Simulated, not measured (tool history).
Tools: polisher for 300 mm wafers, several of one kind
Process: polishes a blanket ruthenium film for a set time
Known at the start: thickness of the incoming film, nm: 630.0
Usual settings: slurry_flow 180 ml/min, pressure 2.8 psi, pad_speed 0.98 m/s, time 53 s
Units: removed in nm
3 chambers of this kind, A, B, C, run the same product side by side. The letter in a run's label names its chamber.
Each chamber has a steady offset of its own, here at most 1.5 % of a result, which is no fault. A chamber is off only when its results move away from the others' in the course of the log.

| run | day | slurry_flow | pressure | pad_speed | time | removed |
|---|---|---|---|---|---|---|
| 1A | 0.2 | 180 | 2.8 | 0.98 | 53 | 69.389 |
| 2C | 0.362 | 180 | 2.8 | 0.98 | 53 | 71.281 |
| 3B | 0.575 | 180 | 2.8 | 0.98 | 53 | 69.846 |
| 4B | 0.696 | 180 | 2.8 | 0.98 | 53 | 70.309 |
|  | 0.879 | chamber B: worn pad replaced by a new one |
|  | 0.883 | chamber A: worn pad replaced by a new one |
| 5A | 0.921 | 180 | 2.8 | 0.98 | 53 | 69.82 |
| 6C | 1.042 | 180 | 2.8 | 0.98 | 53 | 73.189 |
| 7B | 1.267 | 180 | 2.8 | 0.98 | 53 | 71.304 |
| 8A | 1.517 | 180 | 2.8 | 0.98 | 53 | 70.615 |
|  | 1.679 | chamber C: worn pad replaced by a new one |
| 9C | 1.729 | 180 | 2.8 | 0.98 | 53 | 72.59 |
| 10A | 1.896 | 180 | 2.8 | 0.98 | 53 | 69.066 |
| 11B | 2.062 | 180 | 2.8 | 0.98 | 53 | 69.179 |
| 12C | 2.221 | 180 | 2.8 | 0.98 | 53 | 72.234 |
| 13C | 2.421 | 180 | 2.8 | 0.98 | 53 | 70.384 |
| 14B | 2.546 | 180 | 2.8 | 0.98 | 53 | 71.542 |
| 15A | 2.671 | 180 | 2.8 | 0.98 | 53 | 71.143 |
| 16B | 2.792 | 180 | 2.8 | 0.98 | 53 | 69.744 |
|  | 2.808 | chamber B: worn pad replaced by a new one |
| 17A | 3.033 | 180 | 2.8 | 0.98 | 53 | 71.393 |
| 18C | 3.175 | 180 | 2.8 | 0.98 | 53 | 71.227 |
| 19C | 3.438 | 180 | 2.8 | 0.98 | 53 | 71.715 |
| 20B | 3.629 | 180 | 2.8 | 0.98 | 53 | 67.588 |
|  | 3.675 | chamber A: worn pad replaced by a new one |
| 21A | 3.804 | 180 | 2.8 | 0.98 | 53 | 69.439 |
| 22B | 3.946 | 180 | 2.8 | 0.98 | 53 | 70.912 |
| 23A | 4.192 | 180 | 2.8 | 0.98 | 53 | 70.756 |
| 24C | 4.408 | 180 | 2.8 | 0.98 | 53 | 71.662 |
|  | 4.492 | chamber B: head pressure recalibrated |
| 25B | 4.542 | 180 | 2.8 | 0.98 | 53 | 67.406 |
|  | 4.671 | chamber C: worn pad replaced by a new one |
| 26A | 4.7 | 180 | 2.8 | 0.98 | 53 | 70.578 |
| 27C | 4.842 | 180 | 2.8 | 0.98 | 53 | 69.778 |
|  | 4.867 | chamber B: worn pad replaced by a new one |
| 28C | 5.021 | 180 | 2.8 | 0.98 | 53 | 71.928 |
| 29A | 5.167 | 180 | 2.8 | 0.98 | 53 | 68.56 |
| 30B | 5.412 | 180 | 2.8 | 0.98 | 53 | 69.257 |
| 31A | 5.617 | 180 | 2.8 | 0.98 | 53 | 70.766 |
| 32B | 5.792 | 180 | 2.8 | 0.98 | 53 | 69.778 |
| 33C | 5.962 | 180 | 2.8 | 0.98 | 53 | 71.649 |
| 34C | 6.217 | 180 | 2.8 | 0.98 | 53 | 72.281 |
| 35B | 6.404 | 180 | 2.8 | 0.98 | 53 | 68.611 |
| 36A | 6.667 | 180 | 2.8 | 0.98 | 53 | 71.781 |
| 37A | 6.788 | 180 | 2.8 | 1.12 | 70 | 104.7 |
|  | 6.933 | chamber B: worn pad replaced by a new one |
| 38B | 7.058 | 180 | 2.8 | 1.12 | 70 | 105.9 |

Next, every chamber runs the same settings. What will each give?
| 39A | 7.25 | 180 | 2.8 | 0.98 | 53 | ? |
| 39B | 7.25 | 180 | 2.8 | 0.98 | 53 | ? |
| 39C | 7.25 | 180 | 2.8 | 0.98 | 53 | ? |

| run | removed |
|---|---|
| 39A | 69.454 |
| 39B | 71.876 |
| 39C | 69.758 |

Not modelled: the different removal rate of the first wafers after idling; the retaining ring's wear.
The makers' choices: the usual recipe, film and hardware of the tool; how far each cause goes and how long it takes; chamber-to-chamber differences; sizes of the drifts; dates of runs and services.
